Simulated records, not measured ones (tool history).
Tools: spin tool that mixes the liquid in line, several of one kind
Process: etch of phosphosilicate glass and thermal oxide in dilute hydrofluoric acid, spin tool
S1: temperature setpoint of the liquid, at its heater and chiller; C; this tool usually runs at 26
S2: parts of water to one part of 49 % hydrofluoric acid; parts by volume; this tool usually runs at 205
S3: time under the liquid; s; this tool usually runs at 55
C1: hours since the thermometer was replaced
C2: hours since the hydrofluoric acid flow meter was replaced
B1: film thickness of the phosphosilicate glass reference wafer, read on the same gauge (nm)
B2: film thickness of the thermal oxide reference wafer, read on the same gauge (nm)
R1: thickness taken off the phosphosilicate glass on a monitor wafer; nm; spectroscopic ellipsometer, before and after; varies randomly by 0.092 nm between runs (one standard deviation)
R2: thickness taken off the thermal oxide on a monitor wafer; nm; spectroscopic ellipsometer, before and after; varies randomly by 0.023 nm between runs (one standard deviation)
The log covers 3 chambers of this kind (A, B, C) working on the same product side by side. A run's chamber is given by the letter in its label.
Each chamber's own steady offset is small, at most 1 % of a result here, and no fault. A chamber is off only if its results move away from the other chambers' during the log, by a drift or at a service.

run 1B hour=2.5 | S1=26 S2=205 S3=55 | C1=1126 C2=3.1 | B1=149.99 B2=59.968 | R1=15.259 R2=1.1693
run 2C hour=6.1 | S1=26 S2=205 S3=55 | C1=1774 C2=630 | B1=150 B2=59.99 | R1=15.447 R2=1.1797
run 3A hour=9.7 | S1=26 S2=205 S3=55 | C1=363.2 C2=509.7 | B1=150 B2=60.005 | R1=15.574 R2=1.1994
run 4A hour=12 | S1=26 S2=205 S3=55 | C1=365.5 C2=512 | B1=149.99 B2=59.992 | R1=15.301 R2=1.207
run 5B hour=15.2 | S1=26 S2=205 S3=55 | C1=1138.7 C2=15.8 | B1=149.99 B2=60.033 | R1=15.345 R2=1.2289
run 6C hour=18.5 | S1=26 S2=205 S3=55 | C1=1786.4 C2=642.4 | B1=150 B2=59.987 | R1=15.414 R2=1.2092
run 7C hour=20.7 | S1=26 S2=205 S3=55 | C1=1788.6 C2=644.6 | B1=150.01 B2=60.01 | R1=15.262 R2=1.2265
run 8A hour=23.1 | S1=21.5 S2=285 S3=55 | C1=376.6 C2=523.1 | B1=150 B2=60.02 | R1=8.7109 R2=0.67896
run 9B hour=25.4 | S1=21.5 S2=285 S3=55 | C1=1148.9 C2=26 | B1=150.04 B2=60.017 | R1=8.6522 R2=0.67774
run 10B hour=29.9 | S1=21.5 S2=285 S3=55 | C1=1153.4 C2=30.5 | B1=150.02 B2=60 | R1=8.5514 R2=0.66739
run 11A hour=34.6 | S1=26 S2=205 S3=55 | C1=388.1 C2=534.6 | B1=150 B2=60.004 | R1=15.385 R2=1.1952
run 12C hour=38.6 | S1=26 S2=205 S3=55 | C1=1806.5 C2=662.5 | B1=150.03 B2=60.028 | R1=15.401 R2=1.1807
run 13B hour=41.4 | S1=26 S2=205 S3=55 | C1=1164.9 C2=42 | B1=150 B2=59.972 | R1=15.231 R2=1.1685
run 14C hour=44.1 | S1=26 S2=260 S3=70 | C1=1812 C2=668 | B1=150.01 B2=59.986 | R1=14.564 R2=1.1627
run 15A hour=48.9 | S1=26 S2=260 S3=70 | C1=402.4 C2=548.9 | B1=150.02 B2=60.001 | R1=14.687 R2=1.1192
run 16C hour=52.4 | S1=26 S2=260 S3=70 | C1=1820.3 C2=676.3 | B1=150 B2=59.998 | R1=14.616 R2=1.1001
run 17B hour=55.6 | S1=26 S2=205 S3=55 | C1=1179.1 C2=56.2 | B1=150 B2=60.01 | R1=15.298 R2=1.2133
run 18A hour=59 | S1=26 S2=205 S3=55 | C1=412.5 C2=559 | B1=149.98 B2=59.977 | R1=15.495 R2=1.2753
run 19A hour=61.3 | S1=24 S2=205 S3=55 | C1=414.8 C2=561.3 | B1=149.99 B2=60.008 | R1=14.406 R2=1.1085
run 20C hour=65.6 | S1=24 S2=205 S3=55 | C1=1833.5 C2=689.5 | B1=149.98 B2=60.045 | R1=14.341 R2=1.0839
run 21B hour=68.9 | S1=24 S2=205 S3=55 | C1=1192.4 C2=69.5 | B1=149.98 B2=59.991 | R1=14.242 R2=1.1251
run 22A hour=71.7 | S1=29.5 S2=205 S3=55 | C1=425.2 C2=571.7 | B1=149.99 B2=59.996 | R1=17.442 R2=1.403
run 23B hour=75.4 | S1=29.5 S2=205 S3=55 | C1=1198.9 C2=76 | B1=150.03 B2=60.01 | R1=17.22 R2=1.3332
run 24C hour=78 | S1=29.5 S2=205 S3=55 | C1=1845.9 C2=701.9 | B1=149.97 B2=59.997 | R1=17.266 R2=1.3364
run 25C hour=80.5 | S1=26 S2=205 S3=55 | C1=1848.4 C2=704.4 | B1=150.01 B2=59.984 | R1=15.444 R2=1.2482
run 26B hour=82.7 | S1=26 S2=205 S3=55 | C1=1206.2 C2=83.3 | B1=150 B2=59.995 | R1=15.147 R2=1.1589
run 27A hour=85.7 | S1=26 S2=205 S3=55 | C1=439.2 C2=585.7 | B1=150.03 B2=59.979 | R1=15.502 R2=1.2056
run 28C hour=90.5 | S1=26 S2=205 S3=55 | C1=1858.4 C2=714.4 | B1=150.01 B2=60.048 | R1=15.447 R2=1.1988
run 29B hour=94.6 | S1=24.5 S2=290 S3=55 | C1=1218.1 C2=95.2 | B1=150 B2=60.013 | R1=9.2922 R2=0.73409
run 30A hour=99.1 | S1=24.5 S2=290 S3=55 | C1=452.6 C2=599.1 | B1=149.99 B2=60.01 | R1=9.5261 R2=0.7541
run 31B hour=103.6 | S1=24.5 S2=290 S3=55 | C1=1227.1 C2=104.2 | B1=150 B2=60.026 | R1=9.3707 R2=0.71263
run 32A hour=108 | S1=26 S2=205 S3=55 | C1=461.5 C2=608 | B1=149.98 B2=59.998 | R1=15.553 R2=1.1986
run 33C hour=111.9 | S1=26 S2=205 S3=55 | C1=1879.8 C2=735.8 | B1=150.01 B2=60.012 | R1=15.363 R2=1.1744
run 34C hour=116.7 | S1=26 S2=205 S3=55 | C1=1884.6 C2=740.6 | B1=150 B2=59.952 | R1=15.308 R2=1.1892
run 35B hour=121.3 | S1=26 S2=205 S3=55 | C1=1244.8 C2=121.9 | B1=150 B2=60.015 | R1=15.232 R2=1.213
run 36A hour=125.6 | S1=26 S2=205 S3=55 | C1=479.1 C2=625.6 | B1=150 B2=60.027 | R1=15.558 R2=1.2066
run 37A hour=130.1 | S1=24 S2=205 S3=75 | C1=483.6 C2=630.1 | B1=149.99 B2=60.019 | R1=19.677 R2=1.5515
run 38C hour=133.2 | S1=24 S2=205 S3=75 | C1=1901.1 C2=757.1 | B1=149.98 B2=59.972 | R1=19.535 R2=1.5947
run 39B hour=135.6 | S1=24 S2=205 S3=75 | C1=1259.1 C2=136.2 | B1=150 B2=60.01 | R1=19.381 R2=1.4888
run 40C hour=137.8 | S1=30.5 S2=205 S3=25 | C1=1905.7 C2=761.7 | B1=149.98 B2=60.011 | R1=8.1953 R2=0.66001

Decide between three cases: one chamber stands off from its peers, the gauge reading all wafers drifts, or nothing is wrong past each chamber's small offset. Where a chamber is off, say which and what most likely put it there.

No chamber stands off beyond its own small offset, and the gauge holds steady.
